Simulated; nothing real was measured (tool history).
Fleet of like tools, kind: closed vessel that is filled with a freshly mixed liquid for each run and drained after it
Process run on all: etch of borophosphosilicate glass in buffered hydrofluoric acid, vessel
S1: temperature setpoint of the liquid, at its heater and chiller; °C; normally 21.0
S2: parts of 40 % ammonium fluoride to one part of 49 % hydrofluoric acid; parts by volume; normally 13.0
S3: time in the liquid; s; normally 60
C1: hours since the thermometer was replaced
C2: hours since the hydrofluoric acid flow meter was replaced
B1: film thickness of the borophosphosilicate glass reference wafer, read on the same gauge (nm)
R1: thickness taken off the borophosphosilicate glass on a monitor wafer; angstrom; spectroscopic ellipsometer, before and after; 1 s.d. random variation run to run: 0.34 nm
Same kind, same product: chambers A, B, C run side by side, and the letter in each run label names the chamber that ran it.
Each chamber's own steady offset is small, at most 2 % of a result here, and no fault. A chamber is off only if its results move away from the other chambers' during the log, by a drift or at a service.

run 1C day=0.142 | S1=21.0 S2=13.0 S3=60 | C1=1123.5 C2=637.9 | B1=140.05 | R1=629.93
run 2A day=0.288 | S1=21.0 S2=13.0 S3=60 | C1=356.9 C2=2065.5 | B1=140.02 | R1=614.90
run 3B day=0.575 | S1=21.0 S2=13.0 S3=60 | C1=89.6 C2=231.3 | B1=140.01 | R1=618.21
run 4A day=0.712 | S1=21.0 S2=13.0 S3=60 | C1=367.1 C2=2075.7 | B1=139.99 | R1=611.46
run 5B day=0.933 | S1=21.0 S2=13.0 S3=60 | C1=98.2 C2=239.9 | B1=140.02 | R1=620.44
run 6C day=1.188 | S1=21.0 S2=13.0 S3=60 | C1=1148.6 C2=663.0 | B1=140.04 | R1=629.66
run 7B day=1.329 | S1=21.0 S2=13.0 S3=60 | C1=107.7 C2=249.4 | B1=139.97 | R1=618.93
run 8C day=1.562 | S1=21.0 S2=13.0 S3=60 | C1=1157.6 C2=672.0 | B1=140.01 | R1=627.31
run 9A day=1.717 | S1=17.0 S2=13.0 S3=90 | C1=391.2 C2=2099.8 | B1=140.04 | R1=739.15
run 10C day=1.925 | S1=17.0 S2=13.0 S3=90 | C1=1166.3 C2=680.7 | B1=140.00 | R1=753.82
run 11A day=2.079 | S1=17.0 S2=13.0 S3=90 | C1=399.9 C2=2108.5 | B1=139.96 | R1=732.69
run 12B day=2.262 | S1=21.0 S2=13.0 S3=60 | C1=130.1 C2=271.8 | B1=140.00 | R1=618.40
run 13C day=2.462 | S1=21.0 S2=13.0 S3=60 | C1=1179.2 C2=693.6 | B1=140.02 | R1=629.56
run 14B day=2.683 | S1=21.0 S2=13.0 S3=60 | C1=140.2 C2=281.9 | B1=139.97 | R1=613.89
run 15A day=2.871 | S1=21.0 S2=13.0 S3=60 | C1=418.9 C2=2127.5 | B1=140.02 | R1=617.72
run 16C day=3.088 | S1=21.0 S2=13.0 S3=60 | C1=1194.2 C2=708.6 | B1=140.01 | R1=628.43
run 17A day=3.367 | S1=21.0 S2=13.0 S3=60 | C1=430.8 C2=2139.4 | B1=140.00 | R1=613.87
run 18B day=3.538 | S1=21.0 S2=13.0 S3=60 | C1=160.7 C2=302.4 | B1=140.01 | R1=615.78
run 19C day=3.733 | S1=23.5 S2=13.0 S3=60 | C1=1209.7 C2=724.1 | B1=140.02 | R1=720.66
run 20A day=3.967 | S1=23.5 S2=13.0 S3=60 | C1=445.2 C2=2153.8 | B1=140.04 | R1=707.68
-- day=4.029 chamber A: hydrofluoric acid flow meter replaced
run 21B day=4.233 | S1=23.5 S2=13.0 S3=60 | C1=177.4 C2=319.1 | B1=140.03 | R1=703.09
-- day=4.412 chamber C: hydrofluoric acid flow meter replaced
run 22B day=4.521 | S1=21.0 S2=13.0 S3=60 | C1=184.3 C2=326.0 | B1=140.03 | R1=611.14
run 23A day=4.650 | S1=21.0 S2=13.0 S3=60 | C1=461.6 C2=14.9 | B1=140.02 | R1=610.88
run 24C day=4.933 | S1=21.0 S2=13.0 S3=60 | C1=1238.5 C2=12.6 | B1=140.05 | R1=626.92
run 25B day=5.175 | S1=21.0 S2=13.0 S3=60 | C1=200.0 C2=341.7 | B1=139.99 | R1=612.09
run 26A day=5.446 | S1=17.0 S2=13.0 S3=80 | C1=480.7 C2=34.0 | B1=140.00 | R1=652.48
run 27C day=5.733 | S1=17.0 S2=13.0 S3=80 | C1=1257.7 C2=31.8 | B1=140.02 | R1=673.54
run 28B day=5.958 | S1=17.0 S2=13.0 S3=80 | C1=218.8 C2=360.5 | B1=139.99 | R1=665.85
run 29A day=6.088 | S1=21.0 S2=13.0 S3=60 | C1=496.1 C2=49.4 | B1=139.99 | R1=611.76
run 30C day=6.358 | S1=21.0 S2=13.0 S3=60 | C1=1272.7 C2=46.8 | B1=140.02 | R1=631.09
run 31C day=6.600 | S1=21.0 S2=13.0 S3=60 | C1=1278.5 C2=52.6 | B1=139.97 | R1=620.48
run 32B day=6.883 | S1=21.0 S2=13.0 S3=60 | C1=241.0 C2=382.7 | B1=139.99 | R1=617.46
run 33A day=7.046 | S1=21.0 S2=13.0 S3=60 | C1=519.1 C2=72.4 | B1=140.02 | R1=612.43

One chamber off, gauge drift, or nothing amiss beyond the chambers' own small offsets? If it is a chamber, which one, and what is the likeliest cause?

Neither any chamber nor the gauge drifts; the chambers differ only by their own small, steady offsets.
